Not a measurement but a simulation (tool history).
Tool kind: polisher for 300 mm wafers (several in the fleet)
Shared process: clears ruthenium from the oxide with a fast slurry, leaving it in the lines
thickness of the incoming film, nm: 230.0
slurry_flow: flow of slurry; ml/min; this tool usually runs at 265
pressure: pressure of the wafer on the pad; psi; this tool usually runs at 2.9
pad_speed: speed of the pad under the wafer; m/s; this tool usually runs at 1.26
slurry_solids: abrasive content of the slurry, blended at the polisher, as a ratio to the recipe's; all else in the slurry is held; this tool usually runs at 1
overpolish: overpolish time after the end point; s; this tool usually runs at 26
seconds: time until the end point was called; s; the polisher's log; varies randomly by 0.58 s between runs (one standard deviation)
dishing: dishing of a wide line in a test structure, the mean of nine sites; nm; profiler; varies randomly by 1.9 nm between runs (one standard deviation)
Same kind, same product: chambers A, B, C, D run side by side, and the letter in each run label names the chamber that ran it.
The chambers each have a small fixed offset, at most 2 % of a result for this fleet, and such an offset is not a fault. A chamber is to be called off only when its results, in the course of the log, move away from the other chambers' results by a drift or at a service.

run	hour	slurry_flow	pressure	pad_speed	slurry_solids	overpolish	seconds	dishing
1A	10.4	265	2.9	1.26	1	26	38.519	90.780
# hour 21.0: chamber B: head pressure recalibrated
2C	22.2	265	2.9	1.26	1	26	37.374	93.146
3B	30.3	265	2.9	1.26	1	26	37.944	93.857
4D	36.1	265	2.9	1.26	1	26	38.636	92.848
5B	46.8	265	2.9	1.26	1	26	38.316	92.027
6D	53.2	265	2.9	1.26	1	26	38.378	90.387
# hour 63.8: chamber D: worn pad replaced by a new one
7C	65.3	265	2.9	1.26	1	26	39.066	87.793
# hour 68.8: chamber A: worn pad replaced by a new one
8A	73.3	265	2.9	1.26	1	26	39.169	91.906
9C	82.4	265	2.9	1.26	1	26	38.317	88.478
# hour 85.5: chamber A: slurry nozzle cleaned
10D	92.0	265	2.9	1.26	1	26	38.888	92.193
# hour 94.0: chamber B: slurry nozzle cleaned
11B	101.8	265	2.9	1.26	1	26	37.672	92.434
12A	107.3	265	2.9	1.26	1	26	37.348	87.659
13B	119.4	265	2.9	1.26	1	26	38.866	92.262
14C	129.0	265	2.9	1.26	1	26	38.382	92.227
15A	138.9	265	2.9	1.26	1	26	37.143	88.676
# hour 142.9: chamber C: worn pad replaced by a new one
# hour 144.9: chamber C: slurry nozzle cleaned
16D	150.0	265	2.9	1.26	1	26	38.725	90.799
# hour 156.2: chamber A: worn pad replaced by a new one
17D	157.5	265	2.9	1.26	1	26	37.213	92.364
18C	164.7	265	2.9	1.26	1	26	37.980	91.435
# hour 170.9: chamber B: worn pad replaced by a new one
19B	172.9	265	2.9	1.26	1	26	39.941	90.209
20A	184.1	265	2.9	1.26	1	26	37.892	92.014
21D	190.5	265	2.9	1.26	1	26	38.900	88.595
22B	201.5	265	2.9	1.26	1	26	39.183	87.812
# hour 207.9: chamber C: slurry blender recalibrated
23C	209.0	265	2.9	1.26	1	26	36.666	89.119
# hour 211.2: chamber D: worn pad replaced by a new one
24A	215.6	265	2.9	1.26	1	26	37.637	91.151
25C	225.7	265	2.9	1.26	1	26	37.751	90.269
# hour 228.5: chamber A: slurry blender recalibrated
# hour 233.4: chamber A: worn pad replaced by a new one
26D	236.2	265	2.9	1.26	1	26	38.891	91.410
27B	242.3	265	2.9	1.26	1	26	40.063	88.107
# hour 249.4: chamber D: slurry nozzle cleaned
28A	251.4	265	2.9	1.26	1	26	37.753	88.160
29C	260.6	265	2.9	1.26	1	26	38.532	90.735
30A	269.0	265	3.3	1.26	1	26	32.126	93.917
31D	279.2	265	3.3	1.26	1	26	34.064	100.030
32B	284.6	265	3.3	1.26	1	26	35.770	93.861
33C	293.0	265	3.3	1.26	1	26	33.797	102.600
34A	300.3	265	2.9	1.26	1	26	38.126	88.334

Read the log: is a single chamber off, either drifting away or since a service, is the gauge that measures every chamber drifting, or is nothing wrong beyond small per-chamber offsets? Name any odd chamber and what most likely caused it.

It is chamber B that slowly wanders off from its peers.
Most likely cause: abrasive missing from the slurry, % = 15.9.
Not necessarily distinguishable in this log from: head's pressure below its setpoint, %.

Chamber B could run next with any of the 4 candidate recipes listed below; each alters the usual settings, and their results appear as question marks. Which one brings its results back in line with what the other chambers deliver on the usual settings?
To be in line, a result may differ from the other chambers' mean on the usual settings by at most: seconds 2.000 s; dishing 6.800 nm
35B-1	309.1	265	3.0	1.30	1.00	26	?	?
35B-2	309.1	265	3.1	1.36	1.05	26	?	?
35B-3	309.1	265	2.8	1.22	1.00	26	?	?
35B-4	309.1	265	2.7	1.16	0.95	26	?	?

The mean the other chambers reach with the usual settings: seconds 38.317 s; dishing 91.171 nm
run	seconds	dishing
35B-1	39.445	91.784
35B-2	35.612	97.399
35B-3	45.045	84.537
35B-4	50.435	78.488
35B-1 is the one that brings the chamber's results back in line with the other chambers.
